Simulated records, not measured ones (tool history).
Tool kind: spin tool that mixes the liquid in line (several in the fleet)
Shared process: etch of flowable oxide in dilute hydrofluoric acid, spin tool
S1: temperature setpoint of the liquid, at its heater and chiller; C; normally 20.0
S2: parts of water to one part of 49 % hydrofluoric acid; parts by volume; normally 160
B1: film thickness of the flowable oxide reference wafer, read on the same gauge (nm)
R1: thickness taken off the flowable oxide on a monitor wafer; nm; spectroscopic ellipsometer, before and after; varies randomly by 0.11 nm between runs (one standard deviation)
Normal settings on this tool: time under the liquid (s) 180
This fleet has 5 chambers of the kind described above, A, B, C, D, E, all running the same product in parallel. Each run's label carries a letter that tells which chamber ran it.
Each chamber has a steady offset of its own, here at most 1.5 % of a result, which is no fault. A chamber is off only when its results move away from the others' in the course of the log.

run 1D hour=5.4 | S1=20.0 S2=160 time_under_the_liquid_(s)=180 | B1=90.007 | R1=20.0660
run 2E hour=10.7 | S1=20.0 S2=160 time_under_the_liquid_(s)=180 | B1=89.991 | R1=20.2350
run 3C hour=16.7 | S1=20.0 S2=160 time_under_the_liquid_(s)=180 | B1=90.001 | R1=19.9420
run 4B hour=25.6 | S1=20.0 S2=160 time_under_the_liquid_(s)=180 | B1=89.986 | R1=19.8320
run 5A hour=34.2 | S1=20.0 S2=160 time_under_the_liquid_(s)=180 | B1=90.003 | R1=19.7980
run 6A hour=42.1 | S1=20.0 S2=160 time_under_the_liquid_(s)=180 | B1=90.004 | R1=19.7970
-- hour=45.7 chamber B: thermometer replaced
run 7D hour=47.7 | S1=18.0 S2=160 time_under_the_liquid_(s)=80 | B1=90.015 | R1=8.2533
run 8B hour=51.8 | S1=18.0 S2=160 time_under_the_liquid_(s)=80 | B1=90.002 | R1=8.2456
run 9E hour=56.0 | S1=18.0 S2=160 time_under_the_liquid_(s)=80 | B1=89.992 | R1=8.3362
run 10C hour=62.2 | S1=18.0 S2=160 time_under_the_liquid_(s)=80 | B1=90.002 | R1=8.2175
run 11A hour=70.7 | S1=18.0 S2=160 time_under_the_liquid_(s)=80 | B1=90.027 | R1=8.1268
run 12C hour=76.7 | S1=20.0 S2=160 time_under_the_liquid_(s)=180 | B1=89.989 | R1=19.9400
run 13B hour=83.2 | S1=20.0 S2=210 time_under_the_liquid_(s)=180 | B1=90.012 | R1=14.4820
-- hour=88.5 chamber B: hydrofluoric acid flow meter replaced
run 14E hour=91.4 | S1=20.0 S2=210 time_under_the_liquid_(s)=180 | B1=89.991 | R1=14.6190
run 15D hour=99.3 | S1=20.0 S2=210 time_under_the_liquid_(s)=180 | B1=89.998 | R1=14.5210
run 16E hour=105.7 | S1=20.0 S2=210 time_under_the_liquid_(s)=180 | B1=90.001 | R1=14.6070
run 17C hour=111.2 | S1=20.0 S2=210 time_under_the_liquid_(s)=180 | B1=90.003 | R1=14.4540
run 18D hour=118.9 | S1=20.0 S2=160 time_under_the_liquid_(s)=180 | B1=90.017 | R1=20.1330
run 19B hour=127.4 | S1=20.0 S2=160 time_under_the_liquid_(s)=180 | B1=89.992 | R1=20.0510
run 20A hour=134.5 | S1=17.0 S2=135 time_under_the_liquid_(s)=180 | B1=89.990 | R1=21.4770
run 21D hour=140.1 | S1=17.0 S2=135 time_under_the_liquid_(s)=180 | B1=90.017 | R1=21.6950
run 22A hour=144.3 | S1=17.0 S2=135 time_under_the_liquid_(s)=180 | B1=89.986 | R1=21.2740
run 23C hour=150.4 | S1=17.0 S2=135 time_under_the_liquid_(s)=180 | B1=89.975 | R1=21.3500
run 24E hour=155.6 | S1=17.0 S2=135 time_under_the_liquid_(s)=180 | B1=89.985 | R1=21.2130
run 25B hour=160.4 | S1=17.5 S2=160 time_under_the_liquid_(s)=215 | B1=89.977 | R1=21.5730
run 26A hour=165.0 | S1=17.5 S2=160 time_under_the_liquid_(s)=215 | B1=89.975 | R1=21.1860
run 27C hour=169.3 | S1=17.5 S2=160 time_under_the_liquid_(s)=215 | B1=89.990 | R1=21.3460
run 28D hour=177.7 | S1=17.5 S2=160 time_under_the_liquid_(s)=215 | B1=90.000 | R1=21.7840
run 29E hour=183.2 | S1=17.5 S2=160 time_under_the_liquid_(s)=215 | B1=90.021 | R1=20.9570
run 30B hour=188.2 | S1=20.0 S2=160 time_under_the_liquid_(s)=180 | B1=90.013 | R1=19.9900
run 31D hour=196.6 | S1=17.0 S2=160 time_under_the_liquid_(s)=260 | B1=90.003 | R1=25.9530
run 32A hour=203.1 | S1=17.0 S2=160 time_under_the_liquid_(s)=260 | B1=89.994 | R1=25.5580
run 33C hour=210.5 | S1=17.0 S2=160 time_under_the_liquid_(s)=260 | B1=89.992 | R1=25.4410
run 34B hour=215.0 | S1=17.0 S2=160 time_under_the_liquid_(s)=260 | B1=90.013 | R1=25.4120
run 35E hour=221.2 | S1=17.0 S2=160 time_under_the_liquid_(s)=260 | B1=90.005 | R1=24.8890

Each of the 5 chambers runs these same settings next. Fill in every chamber's results:
run 36A hour=227.7 | S1=20.0 S2=160 time_under_the_liquid_(s)=180 | R1=?
run 36B hour=227.7 | S1=20.0 S2=160 time_under_the_liquid_(s)=180 | R1=?
run 36C hour=227.7 | S1=20.0 S2=160 time_under_the_liquid_(s)=180 | R1=?
run 36D hour=227.7 | S1=20.0 S2=160 time_under_the_liquid_(s)=180 | R1=?
run 36E hour=227.7 | S1=20.0 S2=160 time_under_the_liquid_(s)=180 | R1=?

run=36A R1=19.9580
run=36B R1=19.9600
run=36C R1=19.9860
run=36D R1=20.0090
run=36E R1=19.1400
